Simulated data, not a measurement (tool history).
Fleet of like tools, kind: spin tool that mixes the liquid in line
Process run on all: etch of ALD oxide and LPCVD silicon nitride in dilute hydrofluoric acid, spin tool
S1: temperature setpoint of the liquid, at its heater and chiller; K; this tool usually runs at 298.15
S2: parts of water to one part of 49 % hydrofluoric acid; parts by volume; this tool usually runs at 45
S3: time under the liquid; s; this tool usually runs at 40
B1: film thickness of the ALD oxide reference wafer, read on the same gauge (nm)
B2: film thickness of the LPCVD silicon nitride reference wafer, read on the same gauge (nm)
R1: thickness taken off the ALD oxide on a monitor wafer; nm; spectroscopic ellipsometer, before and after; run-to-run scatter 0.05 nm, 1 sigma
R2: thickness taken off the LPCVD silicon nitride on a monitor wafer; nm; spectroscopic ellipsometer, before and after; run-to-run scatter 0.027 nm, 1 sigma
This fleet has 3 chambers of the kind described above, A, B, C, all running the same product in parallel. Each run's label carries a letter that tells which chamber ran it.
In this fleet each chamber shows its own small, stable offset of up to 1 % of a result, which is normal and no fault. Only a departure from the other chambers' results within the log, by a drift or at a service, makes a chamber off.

{"run": "1A", "day": 0.171, "S1": 298.15, "S2": 45, "S3": 40, "B1": 39.997, "B2": 30.02, "R1": 13.768, "R2": 0.46003}
{"run": "2B", "day": 0.354, "S1": 298.15, "S2": 45, "S3": 40, "B1": 39.997, "B2": 29.987, "R1": 13.583, "R2": 0.44101}
{"run": "3C", "day": 0.5, "S1": 298.15, "S2": 45, "S3": 40, "B1": 39.998, "B2": 29.986, "R1": 13.7, "R2": 0.45032}
{"run": "4B", "day": 0.638, "S1": 298.15, "S2": 45, "S3": 40, "B1": 40.002, "B2": 30.002, "R1": 13.599, "R2": 0.45478}
{"run": "5A", "day": 0.758, "S1": 298.15, "S2": 45, "S3": 40, "B1": 39.989, "B2": 29.979, "R1": 13.786, "R2": 0.45855}
{"run": "6C", "day": 0.9, "S1": 298.15, "S2": 45, "S3": 40, "B1": 40.001, "B2": 29.993, "R1": 13.847, "R2": 0.43924}
{"run": "7C", "day": 1.1, "S1": 298.15, "S2": 45, "S3": 40, "B1": 40.017, "B2": 30.018, "R1": 13.884, "R2": 0.47831}
{"run": "8B", "day": 1.246, "S1": 298.15, "S2": 45, "S3": 40, "B1": 39.988, "B2": 29.993, "R1": 13.607, "R2": 0.44981}
{"run": "9A", "day": 1.362, "S1": 298.15, "S2": 45, "S3": 40, "B1": 40.004, "B2": 30.003, "R1": 13.622, "R2": 0.44768}
{"run": "10B", "day": 1.546, "S1": 298.15, "S2": 45, "S3": 40, "B1": 39.988, "B2": 30.019, "R1": 13.635, "R2": 0.4428}
{"run": "11C", "day": 1.658, "S1": 298.15, "S2": 45, "S3": 40, "B1": 39.994, "B2": 29.986, "R1": 13.845, "R2": 0.45034}
{"run": "12A", "day": 1.767, "S1": 302.65, "S2": 45, "S3": 20, "B1": 40.015, "B2": 30.009, "R1": 8.2096, "R2": 0.30088}
{"run": "13A", "day": 1.912, "S1": 302.65, "S2": 45, "S3": 20, "B1": 40.004, "B2": 30.004, "R1": 8.244, "R2": 0.32264}
{"run": "14B", "day": 2.112, "S1": 302.65, "S2": 45, "S3": 20, "B1": 40.007, "B2": 30.021, "R1": 8.1414, "R2": 0.33979}
{"run": "15C", "day": 2.25, "S1": 298.15, "S2": 45, "S3": 40, "B1": 39.998, "B2": 30.017, "R1": 13.831, "R2": 0.47595}
{"run": "16A", "day": 2.388, "S1": 298.15, "S2": 45, "S3": 40, "B1": 40.004, "B2": 30.01, "R1": 13.647, "R2": 0.43797}
{"run": "17B", "day": 2.538, "S1": 298.15, "S2": 45, "S3": 40, "B1": 40.001, "B2": 30.005, "R1": 13.679, "R2": 0.45136}
{"run": "18C", "day": 2.671, "S1": 298.15, "S2": 45, "S3": 40, "B1": 40.006, "B2": 29.983, "R1": 13.737, "R2": 0.50936}
{"run": "19C", "day": 2.8, "S1": 298.15, "S2": 45, "S3": 40, "B1": 40.002, "B2": 30.02, "R1": 13.917, "R2": 0.48095}
{"run": "20B", "day": 2.975, "S1": 298.15, "S2": 45, "S3": 40, "B1": 40.0, "B2": 29.978, "R1": 13.596, "R2": 0.4507}
{"run": "21A", "day": 3.088, "S1": 294.15, "S2": 60, "S3": 40, "B1": 39.987, "B2": 29.977, "R1": 8.5379, "R2": 0.25497}
{"run": "22A", "day": 3.254, "S1": 294.15, "S2": 60, "S3": 40, "B1": 39.978, "B2": 29.971, "R1": 8.5327, "R2": 0.27016}
{"run": "23C", "day": 3.35, "S1": 294.15, "S2": 60, "S3": 40, "B1": 39.995, "B2": 29.981, "R1": 8.5886, "R2": 0.27119}
{"run": "24B", "day": 3.521, "S1": 298.15, "S2": 45, "S3": 40, "B1": 39.991, "B2": 29.993, "R1": 13.654, "R2": 0.45575}
{"run": "25B", "day": 3.667, "S1": 298.15, "S2": 45, "S3": 40, "B1": 39.989, "B2": 29.999, "R1": 13.535, "R2": 0.45621}
{"run": "26A", "day": 3.808, "S1": 298.15, "S2": 45, "S3": 40, "B1": 39.998, "B2": 30.014, "R1": 13.711, "R2": 0.45314}
{"run": "27C", "day": 3.946, "S1": 298.15, "S2": 45, "S3": 40, "B1": 39.998, "B2": 29.996, "R1": 13.734, "R2": 0.48519}
{"run": "28C", "day": 4.104, "S1": 295.15, "S2": 40, "S3": 40, "B1": 40.011, "B2": 29.984, "R1": 13.828, "R2": 0.40001}
{"run": "29A", "day": 4.254, "S1": 295.15, "S2": 40, "S3": 40, "B1": 39.999, "B2": 30.015, "R1": 13.757, "R2": 0.44512}
{"run": "30B", "day": 4.358, "S1": 295.15, "S2": 40, "S3": 40, "B1": 40.005, "B2": 29.995, "R1": 13.574, "R2": 0.43837}
{"run": "31C", "day": 4.542, "S1": 300.65, "S2": 55, "S3": 40, "B1": 39.985, "B2": 29.959, "R1": 12.288, "R2": 0.44993}
{"run": "32B", "day": 4.654, "S1": 300.65, "S2": 55, "S3": 40, "B1": 40.005, "B2": 30.016, "R1": 12.153, "R2": 0.4639}
{"run": "33A", "day": 4.746, "S1": 300.65, "S2": 55, "S3": 40, "B1": 39.993, "B2": 29.988, "R1": 12.246, "R2": 0.4705}
{"run": "34A", "day": 4.95, "S1": 295.15, "S2": 45, "S3": 60, "B1": 39.994, "B2": 30.001, "R1": 18.065, "R2": 0.59298}
{"run": "35B", "day": 5.133, "S1": 295.15, "S2": 45, "S3": 60, "B1": 39.995, "B2": 30.011, "R1": 18.127, "R2": 0.56904}
{"run": "36C", "day": 5.308, "S1": 295.15, "S2": 45, "S3": 60, "B1": 39.992, "B2": 29.981, "R1": 18.325, "R2": 0.51996}
{"run": "37A", "day": 5.446, "S1": 298.15, "S2": 45, "S3": 40, "B1": 39.982, "B2": 29.995, "R1": 13.681, "R2": 0.46618}
{"run": "38B", "day": 5.571, "S1": 298.15, "S2": 45, "S3": 40, "B1": 39.995, "B2": 29.956, "R1": 13.589, "R2": 0.48243}
{"run": "39C", "day": 5.767, "S1": 298.15, "S2": 45, "S3": 40, "B1": 39.998, "B2": 30.006, "R1": 13.845, "R2": 0.54293}
{"run": "40C", "day": 5.896, "S1": 298.15, "S2": 45, "S3": 15, "B1": 40.007, "B2": 29.965, "R1": 5.1859, "R2": 0.18202}
{"run": "41B", "day": 6.008, "S1": 298.15, "S2": 45, "S3": 15, "B1": 39.987, "B2": 30.007, "R1": 5.0922, "R2": 0.16497}

Is one chamber off against the others, does the gauge drift, or is nothing wrong? If a chamber is off, say which, and what the likeliest cause is.

No chamber is off and the gauge is stable; the differences are just each chamber's small, constant offset.
